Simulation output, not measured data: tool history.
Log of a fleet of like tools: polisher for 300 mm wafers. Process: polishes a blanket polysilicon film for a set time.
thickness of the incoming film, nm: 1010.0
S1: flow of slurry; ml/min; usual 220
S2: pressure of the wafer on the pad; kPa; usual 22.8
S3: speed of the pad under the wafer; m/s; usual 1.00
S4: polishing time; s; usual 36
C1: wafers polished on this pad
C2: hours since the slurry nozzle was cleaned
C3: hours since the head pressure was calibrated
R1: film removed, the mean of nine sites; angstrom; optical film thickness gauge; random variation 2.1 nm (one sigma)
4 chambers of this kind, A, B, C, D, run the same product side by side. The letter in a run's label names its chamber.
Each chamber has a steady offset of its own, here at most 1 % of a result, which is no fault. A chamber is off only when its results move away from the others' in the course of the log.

{"day": 0.05, "done": "chamber D: worn pad replaced by a new one"}
{"run": "1C", "day": 0.171, "S1": 220, "S2": 22.8, "S3": 1.0, "S4": 36, "C1": 105, "C2": 152.5, "C3": 552.6, "R1": 3058.9}
{"run": "2D", "day": 0.479, "S1": 220, "S2": 22.8, "S3": 1.0, "S4": 36, "C1": 166, "C2": 509.6, "C3": 280.0, "R1": 3060.0}
{"run": "3A", "day": 0.817, "S1": 220, "S2": 22.8, "S3": 1.0, "S4": 36, "C1": 1005, "C2": 63.4, "C3": 962.7, "R1": 3033.6}
{"run": "4B", "day": 1.1, "S1": 220, "S2": 22.8, "S3": 1.0, "S4": 36, "C1": 463, "C2": 236.1, "C3": 349.9, "R1": 3017.5}
{"day": 1.238, "done": "chamber A: worn pad replaced by a new one"}
{"run": "5A", "day": 1.383, "S1": 220, "S2": 22.8, "S3": 1.0, "S4": 36, "C1": 57, "C2": 77.0, "C3": 976.3, "R1": 3054.3}
{"run": "6B", "day": 1.662, "S1": 220, "S2": 22.8, "S3": 1.0, "S4": 36, "C1": 681, "C2": 249.6, "C3": 363.4, "R1": 2989.6}
{"run": "7D", "day": 1.962, "S1": 220, "S2": 22.8, "S3": 1.0, "S4": 36, "C1": 741, "C2": 545.2, "C3": 315.6, "R1": 3010.8}
{"run": "8C", "day": 2.183, "S1": 220, "S2": 22.8, "S3": 1.0, "S4": 36, "C1": 885, "C2": 200.8, "C3": 600.9, "R1": 3063.3}
{"day": 2.338, "done": "chamber B: worn pad replaced by a new one"}
{"run": "9C", "day": 2.467, "S1": 220, "S2": 22.8, "S3": 1.0, "S4": 36, "C1": 994, "C2": 207.6, "C3": 607.7, "R1": 3028.4}
{"day": 2.575, "done": "chamber D: worn pad replaced by a new one"}
{"run": "10B", "day": 2.821, "S1": 220, "S2": 22.8, "S3": 1.0, "S4": 36, "C1": 187, "C2": 277.4, "C3": 391.2, "R1": 3018.0}
{"run": "11A", "day": 3.046, "S1": 220, "S2": 22.8, "S3": 1.0, "S4": 36, "C1": 702, "C2": 116.9, "C3": 1016.2, "R1": 3026.6}
{"day": 3.062, "done": "chamber C: worn pad replaced by a new one"}
{"run": "12D", "day": 3.379, "S1": 220, "S2": 22.8, "S3": 1.0, "S4": 36, "C1": 312, "C2": 579.2, "C3": 349.6, "R1": 3043.8}
{"run": "13B", "day": 3.662, "S1": 220, "S2": 22.8, "S3": 1.0, "S4": 36, "C1": 513, "C2": 297.6, "C3": 411.4, "R1": 3028.2}
{"run": "14A", "day": 3.862, "S1": 220, "S2": 22.8, "S3": 1.0, "S4": 36, "C1": 1018, "C2": 136.5, "C3": 1035.8, "R1": 3042.5}
{"day": 4.196, "done": "chamber A: worn pad replaced by a new one"}
{"run": "15C", "day": 4.196, "S1": 275, "S2": 22.8, "S3": 1.0, "S4": 36, "C1": 440, "C2": 249.1, "C3": 649.2, "R1": 3111.9}
{"run": "16D", "day": 4.512, "S1": 275, "S2": 22.8, "S3": 1.0, "S4": 36, "C1": 751, "C2": 606.4, "C3": 376.8, "R1": 3103.7}
{"day": 4.554, "done": "chamber D: head pressure recalibrated"}
{"run": "17D", "day": 4.804, "S1": 275, "S2": 22.8, "S3": 1.0, "S4": 36, "C1": 864, "C2": 613.4, "C3": 6.1, "R1": 3169.5}
{"day": 4.988, "done": "chamber B: worn pad replaced by a new one"}
{"run": "18A", "day": 5.117, "S1": 275, "S2": 22.8, "S3": 1.0, "S4": 36, "C1": 358, "C2": 166.6, "C3": 1065.9, "R1": 3128.2}
{"day": 5.317, "done": "chamber D: worn pad replaced by a new one"}
{"day": 5.333, "done": "chamber C: head pressure recalibrated"}
{"day": 5.358, "done": "chamber B: head pressure recalibrated"}
{"run": "19B", "day": 5.412, "S1": 220, "S2": 22.8, "S3": 1.0, "S4": 36, "C1": 165, "C2": 339.6, "C3": 1.4, "R1": 3023.6}
{"run": "20C", "day": 5.758, "S1": 220, "S2": 22.8, "S3": 1.0, "S4": 36, "C1": 1046, "C2": 286.6, "C3": 10.2, "R1": 2871.3}
{"run": "21B", "day": 6.046, "S1": 220, "S2": 22.8, "S3": 1.0, "S4": 36, "C1": 411, "C2": 354.8, "C3": 16.6, "R1": 3030.5}
{"day": 6.371, "done": "chamber C: worn pad replaced by a new one"}
{"run": "22C", "day": 6.417, "S1": 180, "S2": 22.8, "S3": 1.22, "S4": 36, "C1": 18, "C2": 302.4, "C3": 26.0, "R1": 3402.3}
{"run": "23D", "day": 6.738, "S1": 180, "S2": 22.8, "S3": 1.22, "S4": 36, "C1": 550, "C2": 659.8, "C3": 52.5, "R1": 3637.1}
{"run": "24A", "day": 6.967, "S1": 180, "S2": 22.8, "S3": 1.22, "S4": 36, "C1": 1075, "C2": 211.0, "C3": 1110.3, "R1": 3621.5}
{"run": "25C", "day": 7.208, "S1": 180, "S2": 22.8, "S3": 1.22, "S4": 36, "C1": 325, "C2": 321.4, "C3": 45.0, "R1": 3373.0}
{"day": 7.358, "done": "chamber B: worn pad replaced by a new one"}
{"day": 7.433, "done": "chamber A: worn pad replaced by a new one"}
{"run": "26A", "day": 7.467, "S1": 220, "S2": 22.8, "S3": 1.0, "S4": 36, "C1": 14, "C2": 223.0, "C3": 1122.3, "R1": 3065.7}
{"day": 7.546, "done": "chamber D: worn pad replaced by a new one"}
{"run": "27D", "day": 7.825, "S1": 220, "S2": 29.0, "S3": 1.1, "S4": 36, "C1": 108, "C2": 685.9, "C3": 78.6, "R1": 4289.0}
{"run": "28B", "day": 8.104, "S1": 220, "S2": 29.0, "S3": 1.1, "S4": 36, "C1": 289, "C2": 404.2, "C3": 66.0, "R1": 4273.1}
{"day": 8.212, "done": "chamber A: head pressure recalibrated"}
{"run": "29A", "day": 8.45, "S1": 220, "S2": 29.0, "S3": 1.1, "S4": 36, "C1": 395, "C2": 246.6, "C3": 5.7, "R1": 4317.8}
{"run": "30C", "day": 8.696, "S1": 220, "S2": 29.0, "S3": 1.1, "S4": 36, "C1": 901, "C2": 357.1, "C3": 80.7, "R1": 4049.5}
{"run": "31D", "day": 8.917, "S1": 220, "S2": 22.8, "S3": 1.0, "S4": 36, "C1": 531, "C2": 712.1, "C3": 104.8, "R1": 3027.2}
{"day": 9.15, "done": "chamber A: slurry nozzle cleaned"}
{"run": "32B", "day": 9.2, "S1": 220, "S2": 22.8, "S3": 1.0, "S4": 36, "C1": 713, "C2": 430.5, "C3": 92.3, "R1": 3005.0}
{"day": 9.488, "done": "chamber B: worn pad replaced by a new one"}
{"run": "33A", "day": 9.525, "S1": 220, "S2": 22.8, "S3": 1.0, "S4": 36, "C1": 812, "C2": 9.0, "C3": 31.5, "R1": 3076.6}
{"day": 9.683, "done": "chamber C: worn pad replaced by a new one"}
{"run": "34D", "day": 9.7, "S1": 220, "S2": 22.8, "S3": 1.0, "S4": 36, "C1": 835, "C2": 730.9, "C3": 123.6, "R1": 3071.3}
{"run": "35B", "day": 10.025, "S1": 220, "S2": 22.8, "S3": 1.0, "S4": 36, "C1": 209, "C2": 450.3, "C3": 112.1, "R1": 2996.9}
{"day": 10.296, "done": "chamber D: worn pad replaced by a new one"}
{"run": "36C", "day": 10.342, "S1": 220, "S2": 22.8, "S3": 1.0, "S4": 36, "C1": 255, "C2": 396.6, "C3": 120.2, "R1": 2834.7}
{"run": "37D", "day": 10.675, "S1": 220, "S2": 22.8, "S3": 1.0, "S4": 36, "C1": 147, "C2": 754.3, "C3": 147.0, "R1": 3061.4}

Next, every chamber runs the same settings. What will each give?
{"run": "38A", "day": 10.942, "S1": 155, "S2": 22.8, "S3": 1.0, "S4": 36, "R1": "?"}
{"run": "38B", "day": 10.942, "S1": 155, "S2": 22.8, "S3": 1.0, "S4": 36, "R1": "?"}
{"run": "38C", "day": 10.942, "S1": 155, "S2": 22.8, "S3": 1.0, "S4": 36, "R1": "?"}
{"run": "38D", "day": 10.942, "S1": 155, "S2": 22.8, "S3": 1.0, "S4": 36, "R1": "?"}

run=38A R1=2924.0
run=38B R1=2864.9
run=38C R1=2729.2
run=38D R1=2921.8

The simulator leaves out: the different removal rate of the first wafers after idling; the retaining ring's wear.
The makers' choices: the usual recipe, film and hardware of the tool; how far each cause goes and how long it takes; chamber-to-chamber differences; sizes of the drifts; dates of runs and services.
